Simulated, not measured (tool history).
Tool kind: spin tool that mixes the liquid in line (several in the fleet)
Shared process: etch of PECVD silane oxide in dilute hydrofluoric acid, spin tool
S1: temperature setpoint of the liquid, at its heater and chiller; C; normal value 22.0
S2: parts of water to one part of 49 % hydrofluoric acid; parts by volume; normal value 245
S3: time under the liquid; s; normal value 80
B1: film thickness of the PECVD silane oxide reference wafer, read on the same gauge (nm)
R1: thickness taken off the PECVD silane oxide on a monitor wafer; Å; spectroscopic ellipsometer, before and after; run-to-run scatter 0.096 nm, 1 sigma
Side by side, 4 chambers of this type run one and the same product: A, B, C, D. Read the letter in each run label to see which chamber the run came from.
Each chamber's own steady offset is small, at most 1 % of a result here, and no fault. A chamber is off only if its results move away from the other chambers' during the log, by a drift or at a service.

run,day,S1,S2,S3,B1,R1
1D,0.167,22.0,245,80,150.01,116.900
2B,0.350,22.0,245,80,150.00,116.370
3C,0.458,22.0,245,80,150.00,114.760
4A,0.625,22.0,245,80,150.01,116.070
5A,0.750,22.0,245,80,150.01,117.800
6B,0.929,22.0,245,80,149.97,115.590
7D,1.058,27.0,325,80,150.00,97.068
8C,1.154,27.0,325,80,150.05,96.900
9D,1.262,27.0,325,80,149.99,97.647
10A,1.404,27.0,325,80,150.00,96.381
11B,1.533,22.0,245,80,150.03,114.680
12C,1.658,22.0,245,80,150.00,114.260
13B,1.771,22.0,245,80,150.03,116.060
14D,1.904,22.0,245,80,150.01,117.040
15A,2.092,22.0,245,80,150.03,118.120
16C,2.292,22.0,245,80,149.97,114.250
17B,2.471,27.0,300,80,150.00,108.820
18D,2.646,27.0,300,80,150.02,105.950
19C,2.808,27.0,300,80,149.97,104.550
20A,2.971,27.0,300,80,149.98,107.760
21A,3.162,22.0,245,80,149.99,117.330
22C,3.342,22.0,245,80,150.04,114.810
23D,3.454,22.0,245,80,150.05,116.010
24B,3.588,22.0,245,80,149.96,115.740
25A,3.721,26.0,245,50,150.01,84.231
26D,3.854,26.0,245,50,149.98,84.623
# day 3.896: chamber C: thermometer replaced
27C,4.000,26.0,245,50,150.00,83.002
28B,4.108,26.0,245,50,150.01,83.539
29A,4.292,22.0,245,80,149.96,115.900
30D,4.408,22.0,245,80,149.98,117.130
31C,4.554,20.5,205,80,150.00,135.340
32B,4.725,20.5,205,80,149.94,137.120
33A,4.925,20.5,205,80,150.07,138.670
34B,5.046,20.5,205,80,149.98,138.070
35C,5.158,22.0,245,80,149.97,115.290
36D,5.275,22.0,245,80,149.94,116.190

Each of the 4 chambers runs these same settings next. Fill in every chamber's results:
37A,5.421,22.0,245,80,,?
37B,5.421,22.0,245,80,,?
37C,5.421,22.0,245,80,,?
37D,5.421,22.0,245,80,,?

run,R1
37A,117.420
37B,118.230
37C,115.580
37D,116.140

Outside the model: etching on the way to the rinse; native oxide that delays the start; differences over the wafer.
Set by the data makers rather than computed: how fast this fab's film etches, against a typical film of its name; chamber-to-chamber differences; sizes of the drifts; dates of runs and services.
